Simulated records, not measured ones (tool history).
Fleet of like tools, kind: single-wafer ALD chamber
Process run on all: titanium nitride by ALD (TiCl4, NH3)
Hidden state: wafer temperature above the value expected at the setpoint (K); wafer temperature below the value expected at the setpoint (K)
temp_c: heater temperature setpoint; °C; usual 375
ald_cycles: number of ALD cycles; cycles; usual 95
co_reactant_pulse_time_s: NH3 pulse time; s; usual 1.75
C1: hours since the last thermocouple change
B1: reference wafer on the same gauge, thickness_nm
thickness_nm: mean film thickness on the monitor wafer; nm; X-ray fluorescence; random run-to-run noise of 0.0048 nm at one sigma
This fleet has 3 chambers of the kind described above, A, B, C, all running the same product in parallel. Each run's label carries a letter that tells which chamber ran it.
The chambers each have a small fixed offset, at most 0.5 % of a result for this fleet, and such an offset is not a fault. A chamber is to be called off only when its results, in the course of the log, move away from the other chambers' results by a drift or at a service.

{"run": "1C", "hour": 8.6, "temp_c": 375, "ald_cycles": 95, "co_reactant_pulse_time_s": 1.75, "C1": 1131, "B1": 2.3692, "thickness_nm": 2.0298}
{"run": "2A", "hour": 15.6, "temp_c": 375, "ald_cycles": 95, "co_reactant_pulse_time_s": 1.75, "C1": 970.1, "B1": 2.3709, "thickness_nm": 2.0332}
{"hour": 18.1, "done": "chamber B: thermocouple changed; heater temperature recalibrated"}
{"run": "3B", "hour": 23.3, "temp_c": 375, "ald_cycles": 95, "co_reactant_pulse_time_s": 1.75, "C1": 5.3, "B1": 2.3696, "thickness_nm": 2.0329}
{"run": "4A", "hour": 31.3, "temp_c": 375, "ald_cycles": 95, "co_reactant_pulse_time_s": 1.75, "C1": 985.8, "B1": 2.3689, "thickness_nm": 2.029}
{"run": "5B", "hour": 41.5, "temp_c": 375, "ald_cycles": 95, "co_reactant_pulse_time_s": 1.75, "C1": 23.5, "B1": 2.3699, "thickness_nm": 2.023}
{"run": "6C", "hour": 50.8, "temp_c": 375, "ald_cycles": 95, "co_reactant_pulse_time_s": 1.75, "C1": 1173.2, "B1": 2.369, "thickness_nm": 2.027}
{"run": "7B", "hour": 56.8, "temp_c": 375, "ald_cycles": 95, "co_reactant_pulse_time_s": 1.75, "C1": 38.8, "B1": 2.3696, "thickness_nm": 2.0235}
{"run": "8A", "hour": 67.5, "temp_c": 375, "ald_cycles": 95, "co_reactant_pulse_time_s": 1.75, "C1": 1022, "B1": 2.3701, "thickness_nm": 2.0263}
{"run": "9C", "hour": 77.6, "temp_c": 375, "ald_cycles": 95, "co_reactant_pulse_time_s": 1.75, "C1": 1200, "B1": 2.3686, "thickness_nm": 2.0297}
{"run": "10A", "hour": 86.5, "temp_c": 375, "ald_cycles": 95, "co_reactant_pulse_time_s": 1.75, "C1": 1041, "B1": 2.3704, "thickness_nm": 2.0252}
{"run": "11B", "hour": 96.3, "temp_c": 375, "ald_cycles": 95, "co_reactant_pulse_time_s": 1.75, "C1": 78.3, "B1": 2.37, "thickness_nm": 2.0193}
{"run": "12C", "hour": 101.5, "temp_c": 375, "ald_cycles": 108, "co_reactant_pulse_time_s": 2.35, "C1": 1223.9, "B1": 2.3696, "thickness_nm": 2.3547}
{"run": "13C", "hour": 107.4, "temp_c": 375, "ald_cycles": 108, "co_reactant_pulse_time_s": 2.35, "C1": 1229.8, "B1": 2.3708, "thickness_nm": 2.3475}
{"run": "14A", "hour": 114.2, "temp_c": 375, "ald_cycles": 108, "co_reactant_pulse_time_s": 2.35, "C1": 1068.7, "B1": 2.3692, "thickness_nm": 2.3459}
{"run": "15B", "hour": 123.4, "temp_c": 375, "ald_cycles": 95, "co_reactant_pulse_time_s": 1.75, "C1": 105.4, "B1": 2.3696, "thickness_nm": 2.0261}
{"run": "16A", "hour": 132.6, "temp_c": 375, "ald_cycles": 95, "co_reactant_pulse_time_s": 1.75, "C1": 1087.1, "B1": 2.3705, "thickness_nm": 2.0217}
{"run": "17C", "hour": 140.8, "temp_c": 375, "ald_cycles": 95, "co_reactant_pulse_time_s": 1.75, "C1": 1263.2, "B1": 2.3696, "thickness_nm": 2.0334}
{"run": "18B", "hour": 146.7, "temp_c": 375, "ald_cycles": 95, "co_reactant_pulse_time_s": 1.75, "C1": 128.7, "B1": 2.3702, "thickness_nm": 2.0144}
{"run": "19A", "hour": 155.7, "temp_c": 375, "ald_cycles": 95, "co_reactant_pulse_time_s": 1.75, "C1": 1110.2, "B1": 2.3702, "thickness_nm": 2.0182}
{"run": "20B", "hour": 162.4, "temp_c": 375, "ald_cycles": 95, "co_reactant_pulse_time_s": 1.75, "C1": 144.4, "B1": 2.3707, "thickness_nm": 2.0202}
{"run": "21C", "hour": 168.6, "temp_c": 366, "ald_cycles": 95, "co_reactant_pulse_time_s": 1.75, "C1": 1291, "B1": 2.3694, "thickness_nm": 1.989}
{"run": "22A", "hour": 178.3, "temp_c": 366, "ald_cycles": 95, "co_reactant_pulse_time_s": 1.75, "C1": 1132.8, "B1": 2.37, "thickness_nm": 1.986}
{"run": "23C", "hour": 187.2, "temp_c": 366, "ald_cycles": 95, "co_reactant_pulse_time_s": 1.75, "C1": 1309.6, "B1": 2.3711, "thickness_nm": 1.9922}
{"run": "24B", "hour": 195.6, "temp_c": 375, "ald_cycles": 95, "co_reactant_pulse_time_s": 1.75, "C1": 177.6, "B1": 2.3691, "thickness_nm": 2.0247}

Is one chamber out of step, is the gauge drifting, or do the chambers differ by no more than their own small offsets? For an off chamber, give its letter and the likeliest cause.

Nothing is wrong: each chamber keeps only its own small, steady offset and the gauge holds still.
